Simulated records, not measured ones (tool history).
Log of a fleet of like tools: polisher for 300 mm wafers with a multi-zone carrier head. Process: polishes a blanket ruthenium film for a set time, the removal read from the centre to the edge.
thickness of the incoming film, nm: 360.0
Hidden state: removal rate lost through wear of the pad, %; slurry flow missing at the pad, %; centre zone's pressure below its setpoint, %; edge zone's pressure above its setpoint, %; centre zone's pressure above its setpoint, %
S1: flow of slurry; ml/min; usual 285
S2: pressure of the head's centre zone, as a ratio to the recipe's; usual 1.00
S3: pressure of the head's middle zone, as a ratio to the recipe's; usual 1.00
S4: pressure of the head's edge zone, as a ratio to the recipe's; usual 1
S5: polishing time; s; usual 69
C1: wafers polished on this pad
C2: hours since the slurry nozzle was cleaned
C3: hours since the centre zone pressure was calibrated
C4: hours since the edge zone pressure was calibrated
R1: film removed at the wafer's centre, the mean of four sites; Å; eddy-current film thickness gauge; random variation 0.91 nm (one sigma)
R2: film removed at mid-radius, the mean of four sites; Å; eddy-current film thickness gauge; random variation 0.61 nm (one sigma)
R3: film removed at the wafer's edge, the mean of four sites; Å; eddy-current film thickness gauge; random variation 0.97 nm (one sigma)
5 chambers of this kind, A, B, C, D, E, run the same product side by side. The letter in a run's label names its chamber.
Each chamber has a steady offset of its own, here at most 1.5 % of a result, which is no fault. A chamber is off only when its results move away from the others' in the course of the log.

| run | day | S1 | S2 | S3 | S4 | S5 | C1 | C2 | C3 | C4 | R1 | R2 | R3 |
|---|---|---|---|---|---|---|---|---|---|---|---|---|---|
|  | 0.383 | chamber A: worn pad replaced by a new one |
| 1A | 0.454 | 285 | 1.00 | 1.00 | 1 | 69 | 16 | 551.9 | 1210.7 | 695.5 | 920.65 | 910.79 | 930.23 |
|  | 0.742 | chamber E: worn pad replaced by a new one |
| 2E | 0.938 | 285 | 1.00 | 1.00 | 1 | 69 | 45 | 348.2 | 1085.5 | 530.0 | 946.30 | 935.42 | 923.24 |
| 3D | 1.408 | 285 | 1.00 | 1.00 | 1 | 69 | 1194 | 484.4 | 605.9 | 81.9 | 912.64 | 917.09 | 918.49 |
|  | 1.488 | chamber D: centre zone pressure recalibrated |
|  | 1.621 | chamber D: worn pad replaced by a new one |
| 4C | 1.646 | 285 | 1.00 | 1.00 | 1 | 69 | 1376 | 49.2 | 175.8 | 184.6 | 921.15 | 922.73 | 920.19 |
| 5B | 1.938 | 285 | 1.00 | 1.00 | 1 | 69 | 1337 | 293.0 | 333.0 | 297.8 | 938.44 | 923.63 | 917.26 |
|  | 2.171 | chamber C: worn pad replaced by a new one |
| 6A | 2.229 | 360 | 1.00 | 1.00 | 1 | 52 | 423 | 594.5 | 1253.3 | 738.1 | 696.46 | 707.20 | 708.03 |
|  | 2.638 | chamber E: centre zone pressure recalibrated |
| 7B | 2.721 | 360 | 1.00 | 1.00 | 1 | 52 | 1516 | 311.8 | 351.8 | 316.6 | 709.38 | 712.78 | 702.54 |
| 8C | 3.229 | 360 | 1.00 | 1.00 | 1 | 52 | 242 | 87.2 | 213.8 | 222.6 | 716.54 | 704.53 | 704.78 |
| 9D | 3.662 | 360 | 1.00 | 1.00 | 1 | 52 | 468 | 538.5 | 52.2 | 136.0 | 707.60 | 707.70 | 707.74 |
|  | 3.929 | chamber A: slurry nozzle cleaned |
| 10E | 3.988 | 360 | 1.00 | 1.00 | 1 | 52 | 744 | 421.4 | 32.4 | 603.2 | 719.87 | 712.12 | 716.00 |
| 11C | 4.346 | 285 | 1.00 | 1.00 | 1 | 69 | 498 | 114.0 | 240.6 | 249.4 | 932.81 | 915.55 | 922.62 |
| 12B | 4.788 | 285 | 1.00 | 1.00 | 1 | 69 | 1990 | 361.4 | 401.4 | 366.2 | 910.42 | 921.66 | 908.26 |
|  | 4.796 | chamber B: edge zone pressure recalibrated |
| 13E | 5.271 | 285 | 1.00 | 1.00 | 1 | 69 | 1038 | 452.2 | 63.2 | 634.0 | 933.50 | 920.23 | 940.80 |
| 14D | 5.562 | 255 | 1.06 | 1.00 | 1 | 69 | 904 | 584.1 | 97.8 | 181.6 | 949.96 | 912.07 | 893.78 |
|  | 5.821 | chamber A: worn pad replaced by a new one |
| 15A | 6.071 | 255 | 1.06 | 1.00 | 1 | 69 | 58 | 51.4 | 1345.5 | 830.3 | 952.15 | 896.80 | 925.03 |
|  | 6.267 | chamber D: worn pad replaced by a new one |
| 16C | 6.321 | 255 | 1.06 | 1.00 | 1 | 69 | 951 | 161.4 | 288.0 | 296.8 | 982.39 | 911.29 | 900.77 |
|  | 6.817 | chamber E: worn pad replaced by a new one |
| 17A | 6.821 | 255 | 1.06 | 1.00 | 1 | 69 | 229 | 69.4 | 1363.5 | 848.3 | 985.83 | 907.74 | 910.82 |
| 18B | 7.317 | 255 | 1.06 | 1.00 | 1 | 69 | 2570 | 422.1 | 462.1 | 60.5 | 947.11 | 898.55 | 899.15 |
|  | 7.667 | chamber A: centre zone pressure recalibrated |
| 19E | 7.692 | 285 | 1.00 | 1.00 | 1 | 69 | 200 | 510.3 | 121.3 | 692.1 | 930.93 | 918.32 | 938.12 |
| 20D | 7.996 | 285 | 1.00 | 1.00 | 1 | 69 | 397 | 642.5 | 156.2 | 240.0 | 907.61 | 917.87 | 906.30 |
| 21E | 8.271 | 285 | 1.00 | 1.00 | 1 | 69 | 333 | 524.2 | 135.2 | 706.0 | 927.73 | 927.93 | 933.76 |
| 22C | 8.792 | 285 | 1.00 | 1.00 | 1 | 69 | 1517 | 220.7 | 347.3 | 356.1 | 913.77 | 922.08 | 911.97 |
|  | 8.979 | chamber C: worn pad replaced by a new one |
| 23B | 9.050 | 285 | 1.00 | 1.00 | 1 | 69 | 2967 | 463.7 | 503.7 | 102.1 | 893.90 | 912.39 | 900.76 |
| 24D | 9.446 | 285 | 1.00 | 1.00 | 1 | 69 | 729 | 677.3 | 191.0 | 274.8 | 894.82 | 923.64 | 908.68 |
| 25A | 9.904 | 285 | 1.00 | 1.00 | 1 | 69 | 936 | 143.4 | 53.8 | 922.3 | 916.98 | 912.28 | 917.00 |
| 26E | 10.158 | 285 | 1.00 | 1.00 | 1 | 69 | 766 | 569.5 | 180.5 | 751.3 | 921.75 | 925.97 | 922.88 |
|  | 10.271 | chamber A: edge zone pressure recalibrated |
| 27D | 10.588 | 285 | 1.00 | 1.00 | 1 | 69 | 990 | 704.7 | 218.4 | 302.2 | 904.53 | 920.94 | 906.82 |
|  | 10.892 | chamber C: edge zone pressure recalibrated |
| 28B | 11.112 | 285 | 1.00 | 1.00 | 1 | 69 | 3440 | 513.2 | 553.2 | 151.6 | 892.52 | 896.69 | 872.10 |
| 29C | 11.512 | 285 | 1.00 | 1.00 | 1 | 69 | 581 | 286.0 | 412.6 | 14.9 | 913.80 | 918.74 | 898.57 |
|  | 11.662 | chamber A: worn pad replaced by a new one |
|  | 11.733 | chamber B: centre zone pressure recalibrated |
| 30A | 11.758 | 285 | 1.00 | 1.00 | 1 | 69 | 22 | 187.9 | 98.3 | 35.7 | 919.32 | 910.15 | 904.39 |
|  | 11.925 | chamber E: slurry nozzle cleaned |
| 31C | 12.008 | 285 | 1.00 | 1.00 | 1 | 69 | 695 | 297.9 | 424.5 | 26.8 | 904.42 | 911.10 | 932.47 |
|  | 12.083 | chamber D: worn pad replaced by a new one |
| 32A | 12.308 | 285 | 0.93 | 0.95 | 1 | 69 | 148 | 201.1 | 111.5 | 48.9 | 840.13 | 873.96 | 913.70 |
| 33D | 12.721 | 285 | 0.93 | 0.95 | 1 | 69 | 146 | 755.9 | 269.6 | 353.4 | 844.89 | 884.91 | 915.82 |
|  | 12.742 | chamber D: slurry nozzle cleaned |
|  | 12.779 | chamber D: edge zone pressure recalibrated |
|  | 12.808 | chamber E: edge zone pressure recalibrated |
| 34E | 13.058 | 285 | 0.93 | 0.95 | 1 | 69 | 1430 | 27.2 | 250.1 | 6.1 | 852.87 | 884.79 | 931.06 |
| 35B | 13.388 | 285 | 0.93 | 0.95 | 1 | 69 | 3961 | 567.8 | 39.7 | 206.2 | 813.99 | 850.76 | 871.02 |
| 36E | 13.904 | 285 | 0.93 | 0.95 | 1 | 69 | 1624 | 47.5 | 270.4 | 26.4 | 852.92 | 879.41 | 932.97 |
| 37D | 14.404 | 285 | 1.00 | 1.00 | 1 | 69 | 532 | 39.9 | 310.0 | 39.1 | 914.80 | 923.27 | 920.01 |
| 38B | 14.712 | 285 | 1.00 | 1.00 | 1 | 69 | 4265 | 599.6 | 71.5 | 238.0 | 883.06 | 892.57 | 867.80 |
|  | 14.733 | chamber C: worn pad replaced by a new one |
| 39A | 15.188 | 285 | 1.00 | 1.00 | 1 | 69 | 808 | 270.2 | 180.6 | 118.0 | 917.57 | 923.13 | 924.36 |
| 40C | 15.696 | 285 | 1.00 | 1.00 | 1 | 69 | 221 | 386.4 | 513.0 | 115.3 | 919.88 | 924.82 | 924.22 |
|  | 15.967 | chamber C: slurry nozzle cleaned |
| 41C | 16.008 | 285 | 1.00 | 1.00 | 1 | 69 | 293 | 1.0 | 520.5 | 122.8 | 920.86 | 909.45 | 910.80 |
| 42D | 16.379 | 285 | 1.00 | 1.00 | 1 | 69 | 984 | 87.3 | 357.4 | 86.5 | 899.22 | 922.57 | 905.14 |

All 5 chambers run these settings next. Forecast each chamber's results:
| 43A | 16.754 | 285 | 1.00 | 1.00 | 1 | 69 |  |  |  |  | ? | ? | ? |
| 43B | 16.754 | 285 | 1.00 | 1.00 | 1 | 69 |  |  |  |  | ? | ? | ? |
| 43C | 16.754 | 285 | 1.00 | 1.00 | 1 | 69 |  |  |  |  | ? | ? | ? |
| 43D | 16.754 | 285 | 1.00 | 1.00 | 1 | 69 |  |  |  |  | ? | ? | ? |
| 43E | 16.754 | 285 | 1.00 | 1.00 | 1 | 69 |  |  |  |  | ? | ? | ? |

| run | R1 | R2 | R3 |
|---|---|---|---|
| 43A | 925.06 | 909.61 | 925.26 |
| 43B | 866.33 | 873.45 | 866.07 |
| 43C | 925.31 | 932.77 | 911.93 |
| 43D | 898.18 | 919.74 | 907.60 |
| 43E | 919.09 | 915.80 | 918.26 |
